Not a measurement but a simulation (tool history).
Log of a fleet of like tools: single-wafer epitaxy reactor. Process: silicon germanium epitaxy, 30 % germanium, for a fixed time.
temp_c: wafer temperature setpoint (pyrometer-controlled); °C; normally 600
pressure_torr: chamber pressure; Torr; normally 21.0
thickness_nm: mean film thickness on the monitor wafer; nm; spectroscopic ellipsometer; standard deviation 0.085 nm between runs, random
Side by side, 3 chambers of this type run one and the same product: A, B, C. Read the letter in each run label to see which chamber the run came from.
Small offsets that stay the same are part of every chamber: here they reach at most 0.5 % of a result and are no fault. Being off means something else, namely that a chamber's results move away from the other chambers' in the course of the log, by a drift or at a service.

run   hour  temp_c  pressure_torr  read-back reference wafer on the same gauge, thickness_nm  thickness_nm
 1A    5.4     600           21.0                                                     57.166        59.930
 2C   12.5     600           21.0                                                     57.174        60.084
 3B   21.7     600           21.0                                                     57.173        60.202
 4A   32.2     600           21.0                                                     57.154        60.104
 5C   40.5     600           21.0                                                     57.125        60.113
 6B   48.8     609           24.1                                                     57.142        74.816
 7A   58.7     609           24.1                                                     57.091        74.299
 8B   67.0     609           24.1                                                     57.092        74.784
 9C   76.7     600           21.0                                                     57.078        59.923
10B   87.2     600           21.0                                                     57.056        60.219
11C   94.2     600           21.0                                                     57.042        59.911
12A  102.6     600           21.0                                                     57.079        59.928
13C  109.5     587           21.0                                                     57.050        47.346
14B  116.1     587           21.0                                                     57.004        47.053
15A  123.4     587           21.0                                                     57.027        47.288
16A  132.5     600           21.0                                                     56.999        59.991
17B  138.6     600           21.0                                                     56.981        59.989
18C  147.2     600           21.0                                                     56.978        59.843
19B  157.5     600           21.0                                                     56.966        59.951
20C  166.6     600           21.0                                                     56.956        59.881
21A  171.2     600           21.0                                                     56.938        59.892
22B  180.8     606           23.7                                                     56.921        70.235
23C  190.1     606           23.7                                                     56.910        70.077
24A  197.3     606           23.7                                                     56.907        69.913
     201.9  -- chamber B: capacitance manometer re-zeroed and calibrated
25B  204.8     600           21.0                                                     56.895        59.953
26C  214.6     600           21.0                                                     56.873        59.732

Does one chamber stand apart from the rest, does the shared gauge drift, or is all well apart from small per-chamber offsets? Give the chamber and the most likely cause, where there is one.

The shared gauge is drifting. All chambers look as if they move in step, but none is off.
Likeliest cause: gauge reads low (%) = 0.584.
